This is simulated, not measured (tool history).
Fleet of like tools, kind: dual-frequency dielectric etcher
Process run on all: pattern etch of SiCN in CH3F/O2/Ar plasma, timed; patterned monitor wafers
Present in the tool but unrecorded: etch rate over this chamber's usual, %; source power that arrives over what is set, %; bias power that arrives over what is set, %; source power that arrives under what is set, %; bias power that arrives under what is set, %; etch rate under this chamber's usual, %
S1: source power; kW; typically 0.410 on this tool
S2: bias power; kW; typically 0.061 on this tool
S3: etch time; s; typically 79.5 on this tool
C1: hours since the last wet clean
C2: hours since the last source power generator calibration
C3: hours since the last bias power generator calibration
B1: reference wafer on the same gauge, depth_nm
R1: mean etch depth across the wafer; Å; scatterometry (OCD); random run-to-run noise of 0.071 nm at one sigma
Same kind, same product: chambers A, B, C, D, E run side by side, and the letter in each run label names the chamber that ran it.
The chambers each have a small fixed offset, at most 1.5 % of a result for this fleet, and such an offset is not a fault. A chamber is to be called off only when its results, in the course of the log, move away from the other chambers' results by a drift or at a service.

Run 1B, hour 13.7: usual settings; C1 150.7; C2 202.8; C3 2251.3; B1 24.107. Result: R1 284.99 Å.
Run 2D, hour 26.8: usual settings; C1 202.9; C2 963.2; C3 181.2; B1 24.103. Result: R1 288.91 Å.
Run 3C, hour 40.8: usual settings; C1 417.0; C2 1279.7; C3 1102.5; B1 24.098. Result: R1 286.07 Å.
Run 4A, hour 50.0: usual settings; C1 306.1; C2 2553.0; C3 2039.4; B1 24.113. Result: R1 281.03 Å.
Run 5E, hour 62.0: usual settings; C1 528.4; C2 776.8; C3 2070.3; B1 24.090. Result: R1 285.61 Å.
Run 6C, hour 75.7: usual settings; C1 451.9; C2 1314.6; C3 1137.4; B1 24.101. Result: R1 284.66 Å.
Run 7E, hour 88.2: usual settings; C1 554.6; C2 803.0; C3 2096.5; B1 24.098. Result: R1 285.04 Å.
Run 8A, hour 101.9: usual settings; C1 358.0; C2 2604.9; C3 2091.3; B1 24.109. Result: R1 280.37 Å.
Run 9B, hour 109.0: usual settings; C1 246.0; C2 298.1; C3 2346.6; B1 24.083. Result: R1 283.57 Å.
Run 10D, hour 116.9: usual settings; C1 293.0; C2 1053.3; C3 271.3; B1 24.111. Result: R1 287.86 Å.
Run 11B, hour 128.9: usual settings; C1 265.9; C2 318.0; C3 2366.5; B1 24.088. Result: R1 282.83 Å.
At hour 134.1: chamber C: wet clean of the chamber.
Run 12D, hour 135.2: usual settings; C1 311.3; C2 1071.6; C3 289.6; B1 24.107. Result: R1 287.97 Å.
Run 13E, hour 147.3: usual settings; C1 613.7; C2 862.1; C3 2155.6; B1 24.108. Result: R1 285.56 Å.
Run 14C, hour 155.4: usual settings; C1 21.4; C2 1394.3; C3 1217.1; B1 24.104. Result: R1 285.78 Å.
At hour 159.5: chamber E: wet clean of the chamber.
Run 15A, hour 167.6: usual settings; C1 423.7; C2 2670.6; C3 2157.0; B1 24.100. Result: R1 282.56 Å.
Run 16D, hour 180.2: usual settings; C1 356.3; C2 1116.6; C3 334.6; B1 24.102. Result: R1 287.74 Å.
At hour 183.3: chamber B: wet clean of the chamber.
Run 17E, hour 189.3: usual settings; C1 29.8; C2 904.1; C3 2197.6; B1 24.090. Result: R1 277.22 Å.
Run 18C, hour 196.9: usual settings but S1 0.370 kW, S3 68.5 s; C1 62.9; C2 1435.8; C3 1258.6; B1 24.115. Result: R1 235.59 Å.
Run 19A, hour 207.1: usual settings but S1 0.370 kW, S3 68.5 s; C1 463.2; C2 2710.1; C3 2196.5; B1 24.091. Result: R1 233.81 Å.
At hour 207.3: chamber D: wet clean of the chamber.
Run 20B, hour 218.9: usual settings but S1 0.370 kW, S3 68.5 s; C1 35.7; C2 408.0; C3 2456.5; B1 24.079. Result: R1 234.36 Å.
Run 21D, hour 229.2: usual settings but S1 0.370 kW, S3 68.5 s; C1 21.9; C2 1165.6; C3 383.6; B1 24.096. Result: R1 238.99 Å.
Run 22E, hour 240.5: usual settings but S1 0.370 kW, S3 68.5 s; C1 81.0; C2 955.3; C3 2248.8; B1 24.094. Result: R1 228.79 Å.
Run 23C, hour 250.0: usual settings; C1 116.0; C2 1488.9; C3 1311.7; B1 24.102. Result: R1 286.29 Å.
Run 24A, hour 256.2: usual settings; C1 512.3; C2 2759.2; C3 2245.6; B1 24.105. Result: R1 283.22 Å.
Run 25B, hour 264.3: usual settings; C1 81.1; C2 453.4; C3 2501.9; B1 24.098. Result: R1 281.93 Å.
Run 26C, hour 275.9: usual settings; C1 141.9; C2 1514.8; C3 1337.6; B1 24.099. Result: R1 285.59 Å.
Run 27D, hour 283.3: usual settings; C1 76.0; C2 1219.7; C3 437.7; B1 24.094. Result: R1 288.87 Å.
Run 28E, hour 289.7: usual settings; C1 130.2; C2 1004.5; C3 2298.0; B1 24.106. Result: R1 277.30 Å.
Run 29B, hour 300.7: usual settings; C1 117.5; C2 489.8; C3 2538.3; B1 24.090. Result: R1 283.01 Å.
Run 30A, hour 311.2: usual settings; C1 567.3; C2 2814.2; C3 2300.6; B1 24.114. Result: R1 282.12 Å.
Run 31E, hour 322.6: usual settings; C1 163.1; C2 1037.4; C3 2330.9; B1 24.102. Result: R1 278.26 Å.
At hour 324.8: chamber A: wet clean of the chamber.
Run 32B, hour 335.6: usual settings but S1 0.460 kW; C1 152.4; C2 524.7; C3 2573.2; B1 24.096. Result: R1 296.62 Å.
Run 33D, hour 346.1: usual settings but S1 0.460 kW; C1 138.8; C2 1282.5; C3 500.5; B1 24.104. Result: R1 301.94 Å.
Run 34C, hour 356.7: usual settings but S1 0.460 kW; C1 222.7; C2 1595.6; C3 1418.4; B1 24.120. Result: R1 298.88 Å.
Run 35A, hour 365.3: usual settings but S1 0.460 kW; C1 40.5; C2 2868.3; C3 2354.7; B1 24.094. Result: R1 295.20 Å.
Run 36C, hour 374.2: usual settings but S1 0.460 kW; C1 240.2; C2 1613.1; C3 1435.9; B1 24.098. Result: R1 298.87 Å.
Run 37D, hour 382.3: usual settings; C1 175.0; C2 1318.7; C3 536.7; B1 24.104. Result: R1 288.32 Å.
Run 38A, hour 392.6: usual settings; C1 67.8; C2 2895.6; C3 2382.0; B1 24.097. Result: R1 281.75 Å.

Which is it: a chamber that has drifted or been left off by a service, a gauge drift common to all chambers, or only each chamber's usual small offset? If a chamber is off, name it and its likeliest cause.

A service left chamber E off against the others.
What lies behind it: etch rate under this chamber's usual, % = 3.06.

Below are 4 candidate recipes for chamber E's next run, each the usual settings with a change, their results shown as question marks. Which of them brings E's results back in line with what the other chambers give on the usual settings?
Counts as in line when no further than this from what the other chambers average on the usual settings: R1 2.50 Å
Run 39E-1, hour 402.8: usual settings but S3 82.0 s. Result: R1 ?.
Run 39E-2, hour 402.8: usual settings but S3 80.5 s. Result: R1 ?.
Run 39E-3, hour 402.8: usual settings but S3 77.5 s. Result: R1 ?.
Run 39E-4, hour 402.8: usual settings but S3 78.5 s. Result: R1 ?.

The mean the other chambers reach with the usual settings: R1 284.64 Å
  run      R1
39E-1  285.10
39E-2  279.88
39E-3  269.45
39E-4  272.93
The answer is 39E-1, which returns the chamber to within the allowed miss of the others.

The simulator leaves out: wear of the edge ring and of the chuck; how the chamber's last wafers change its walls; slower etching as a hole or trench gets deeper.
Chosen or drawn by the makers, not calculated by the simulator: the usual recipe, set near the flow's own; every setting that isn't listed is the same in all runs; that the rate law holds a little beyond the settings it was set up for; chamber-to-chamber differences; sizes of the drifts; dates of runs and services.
